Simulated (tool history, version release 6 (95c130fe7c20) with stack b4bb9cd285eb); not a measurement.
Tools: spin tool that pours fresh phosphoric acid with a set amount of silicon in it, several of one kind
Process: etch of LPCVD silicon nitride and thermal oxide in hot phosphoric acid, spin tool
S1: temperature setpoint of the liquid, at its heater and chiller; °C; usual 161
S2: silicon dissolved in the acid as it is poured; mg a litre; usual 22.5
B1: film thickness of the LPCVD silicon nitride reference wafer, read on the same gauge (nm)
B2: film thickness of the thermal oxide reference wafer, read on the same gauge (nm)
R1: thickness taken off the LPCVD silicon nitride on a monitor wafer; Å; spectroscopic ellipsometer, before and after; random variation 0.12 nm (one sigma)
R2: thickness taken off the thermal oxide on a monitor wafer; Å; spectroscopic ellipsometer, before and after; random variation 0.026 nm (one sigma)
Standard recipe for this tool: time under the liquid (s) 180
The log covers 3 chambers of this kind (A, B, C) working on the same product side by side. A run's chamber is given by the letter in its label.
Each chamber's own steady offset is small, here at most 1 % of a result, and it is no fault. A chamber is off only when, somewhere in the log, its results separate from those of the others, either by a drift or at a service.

Run 1C, hour 9.2: usual settings; B1 59.993; B2 59.998. Result: R1 156.360 Å, R2 2.7937 Å.
Run 2B, hour 20.9: usual settings; B1 59.991; B2 59.976. Result: R1 153.960 Å, R2 3.4349 Å.
Run 3A, hour 29.5: usual settings; B1 59.996; B2 60.033. Result: R1 156.890 Å, R2 2.7645 Å.
Run 4C, hour 43.1: usual settings; B1 60.012; B2 60.034. Result: R1 157.050 Å, R2 3.2700 Å.
Run 5A, hour 55.3: usual settings; B1 59.981; B2 59.997. Result: R1 154.860 Å, R2 3.1600 Å.
Run 6B, hour 65.2: usual settings; B1 60.007; B2 60.007. Result: R1 157.040 Å, R2 3.4197 Å.
Run 7C, hour 72.8: usual settings but S1 162 °C, time under the liquid (s) 230; B1 59.978; B2 59.978. Result: R1 208.570 Å, R2 4.1722 Å.
Run 8B, hour 86.0: usual settings but S1 162 °C, time under the liquid (s) 230; B1 60.005; B2 59.978. Result: R1 205.100 Å, R2 4.3748 Å.
Run 9A, hour 94.1: usual settings but S1 162 °C, time under the liquid (s) 230; B1 59.988; B2 59.984. Result: R1 206.160 Å, R2 4.0032 Å.
Run 10B, hour 105.9: usual settings; B1 59.996; B2 59.979. Result: R1 153.400 Å, R2 3.1080 Å.
Run 11A, hour 116.6: usual settings; B1 59.997; B2 59.969. Result: R1 156.590 Å, R2 2.9225 Å.
Run 12C, hour 125.0: usual settings; B1 59.997; B2 60.000. Result: R1 153.170 Å, R2 3.1486 Å.
Run 13C, hour 138.0: usual settings; B1 59.992; B2 60.011. Result: R1 152.970 Å, R2 2.5916 Å.
Run 14B, hour 144.7: usual settings; B1 59.994; B2 59.981. Result: R1 155.140 Å, R2 2.7836 Å.
At hour 146.6: chamber A: heated supply line repaired.
At hour 152.3: chamber A: dissolved silicon flow meter replaced.
Run 15A, hour 153.5: usual settings but S2 10.5 mg a litre, time under the liquid (s) 280; B1 59.982; B2 59.989. Result: R1 250.870 Å, R2 6.5432 Å.
Run 16C, hour 168.2: usual settings but S2 10.5 mg a litre, time under the liquid (s) 280; B1 59.986; B2 60.057. Result: R1 241.570 Å, R2 5.2016 Å.
Run 17A, hour 175.1: usual settings but S2 10.5 mg a litre, time under the liquid (s) 280; B1 60.002; B2 60.005. Result: R1 248.310 Å, R2 6.2189 Å.
At hour 181.5: chamber B: heated supply line repaired.
Run 18B, hour 188.3: usual settings; B1 59.995; B2 60.036. Result: R1 153.790 Å, R2 3.5451 Å.
Run 19B, hour 199.9: usual settings; B1 60.017; B2 59.997. Result: R1 155.800 Å, R2 3.2644 Å.
Run 20C, hour 210.5: usual settings; B1 59.999; B2 60.004. Result: R1 153.010 Å, R2 3.0462 Å.
Run 21A, hour 223.6: usual settings; B1 59.997; B2 59.995. Result: R1 156.000 Å, R2 3.0158 Å.
Run 22A, hour 232.8: usual settings; B1 60.004; B2 59.969. Result: R1 154.190 Å, R2 3.0998 Å.
Run 23C, hour 242.0: usual settings; B1 59.992; B2 59.987. Result: R1 149.270 Å, R2 2.7994 Å.
Run 24B, hour 255.4: usual settings but S1 163 °C, time under the liquid (s) 110; B1 60.000; B2 59.992. Result: R1 100.980 Å, R2 2.1498 Å.
At hour 261.3: chamber C: dissolved silicon flow meter replaced.
Run 25A, hour 263.0: usual settings but S1 163 °C, time under the liquid (s) 110; B1 60.008; B2 60.032. Result: R1 102.860 Å, R2 2.3026 Å.
Run 26B, hour 275.0: usual settings but S1 163 °C, time under the liquid (s) 110; B1 60.011; B2 59.992. Result: R1 101.820 Å, R2 2.1728 Å.
Run 27C, hour 289.4: usual settings; B1 60.008; B2 59.985. Result: R1 147.140 Å, R2 2.7035 Å.
Run 28C, hour 298.0: usual settings; B1 60.010; B2 60.009. Result: R1 147.400 Å, R2 2.7642 Å.
Run 29B, hour 306.3: usual settings; B1 59.999; B2 59.994. Result: R1 156.530 Å, R2 3.1387 Å.
Run 30A, hour 319.8: usual settings; B1 59.991; B2 60.009. Result: R1 156.930 Å, R2 3.4117 Å.
Run 31B, hour 331.3: usual settings but time under the liquid (s) 100; B1 60.001; B2 59.970. Result: R1 85.489 Å, R2 1.6828 Å.
Run 32A, hour 343.5: usual settings but time under the liquid (s) 100; B1 59.990; B2 60.007. Result: R1 87.595 Å, R2 1.8250 Å.
Run 33C, hour 352.2: usual settings but time under the liquid (s) 100; B1 60.018; B2 59.965. Result: R1 80.584 Å, R2 1.4350 Å.

All chambers now run identical settings, listed one chamber a line with results as question marks. What results will each chamber show?
Run 34A, hour 363.0: usual settings. Result: R1 ?, R2 ?.
Run 34B, hour 363.0: usual settings. Result: R1 ?, R2 ?.
Run 34C, hour 363.0: usual settings. Result: R1 ?, R2 ?.

run       R1      R2
34A  156.810  2.7104
34B  154.340  3.5046
34C  144.630  2.6087

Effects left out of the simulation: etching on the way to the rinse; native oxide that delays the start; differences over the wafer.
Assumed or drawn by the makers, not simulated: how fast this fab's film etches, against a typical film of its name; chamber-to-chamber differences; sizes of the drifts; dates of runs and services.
